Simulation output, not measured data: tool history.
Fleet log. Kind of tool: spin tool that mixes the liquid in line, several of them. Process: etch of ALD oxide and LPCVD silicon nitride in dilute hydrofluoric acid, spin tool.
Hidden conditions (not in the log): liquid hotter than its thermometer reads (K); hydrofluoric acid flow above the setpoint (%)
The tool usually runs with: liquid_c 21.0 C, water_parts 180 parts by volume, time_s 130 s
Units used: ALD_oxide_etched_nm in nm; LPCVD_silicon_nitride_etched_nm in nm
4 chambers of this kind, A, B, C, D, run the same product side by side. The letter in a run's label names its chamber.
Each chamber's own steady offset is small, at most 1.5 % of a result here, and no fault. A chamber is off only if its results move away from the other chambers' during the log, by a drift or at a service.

run	day	liquid_c	water_parts	time_s	hours since the thermometer was replaced	hours since the hydrofluoric acid flow meter was replaced	read-back film thickness of the ALD oxide reference wafer, read on the same gauge (nm)	read-back film thickness of the LPCVD silicon nitride reference wafer, read on the same gauge (nm)	ALD_oxide_etched_nm	LPCVD_silicon_nitride_etched_nm
1C	0.450	21.0	180	130	619.9	435.7	139.97	30.011	15.325	0.27677
2A	0.771	21.0	180	130	49.3	537.2	139.98	30.000	15.675	0.31705
3B	1.188	21.0	180	130	51.2	46.9	140.01	29.990	15.579	0.26337
# day 1.608: chamber D: hydrofluoric acid flow meter replaced
4D	1.650	21.0	180	130	1257.3	1.0	140.01	30.006	15.487	0.26857
5B	2.133	21.0	180	130	73.9	69.6	139.98	29.961	15.641	0.33463
6A	2.379	21.0	180	130	87.9	575.8	139.99	29.997	15.566	0.26338
7D	2.662	21.0	180	130	1281.6	25.3	140.01	30.019	15.561	0.29077
8C	3.183	21.0	120	130	685.5	501.3	140.00	30.012	24.328	0.45588
9A	3.654	21.0	120	130	118.5	606.4	140.00	29.995	24.688	0.42549
10C	4.079	21.0	120	130	707.0	522.8	140.00	30.019	24.455	0.39035
11B	4.617	21.0	120	130	133.5	129.2	139.99	29.998	25.009	0.36631
12D	5.133	21.0	180	130	1340.9	84.6	140.01	30.011	15.403	0.24873
13D	5.621	21.0	180	130	1352.6	96.3	140.01	30.030	15.479	0.29070
14C	6.121	21.0	180	130	756.0	571.8	140.02	30.004	15.391	0.27480
15A	6.554	21.0	180	130	188.1	676.0	140.01	30.002	15.587	0.27453
16B	6.933	21.0	180	130	189.1	184.8	140.01	29.970	15.593	0.30863
17D	7.196	21.0	180	130	1390.4	134.1	140.00	30.028	15.509	0.27557
18C	7.479	21.0	180	130	788.6	604.4	139.99	29.992	15.243	0.29402
19B	7.821	21.0	180	130	210.4	206.1	139.98	29.977	15.505	0.30843
20A	8.146	21.0	225	130	226.3	714.2	140.00	30.016	11.989	0.21412
21B	8.458	21.0	225	130	225.7	221.4	140.01	29.971	11.922	0.25890
22D	8.825	21.0	225	130	1429.5	173.2	139.98	29.979	11.872	0.16125
23C	9.146	21.0	225	130	828.6	644.4	140.01	30.023	11.813	0.25467
24A	9.504	21.0	180	130	258.9	746.8	139.98	30.002	15.595	0.28913
25A	9.896	21.0	180	130	268.3	756.2	139.97	29.978	15.569	0.27126
26B	10.233	21.0	180	130	268.3	264.0	140.00	30.009	15.561	0.27812
27D	10.638	21.0	180	130	1473.0	216.7	139.99	29.989	15.502	0.24712
28C	11.096	21.0	180	130	875.4	691.2	139.98	30.007	15.304	0.27775
29D	11.492	21.0	180	130	1493.5	237.2	140.00	29.995	15.656	0.29984
30A	11.788	21.0	180	130	313.7	801.6	139.98	30.004	15.547	0.33225
31C	12.312	21.0	180	130	904.6	720.4	139.98	29.973	15.311	0.26428
32B	12.625	21.0	180	130	325.7	321.4	139.99	30.006	15.643	0.26887

Does one chamber stand apart from the rest, does the shared gauge drift, or is all well apart from small per-chamber offsets? Give the chamber and the most likely cause, where there is one.

Neither any chamber nor the gauge drifts; the chambers differ only by their own small, steady offsets.
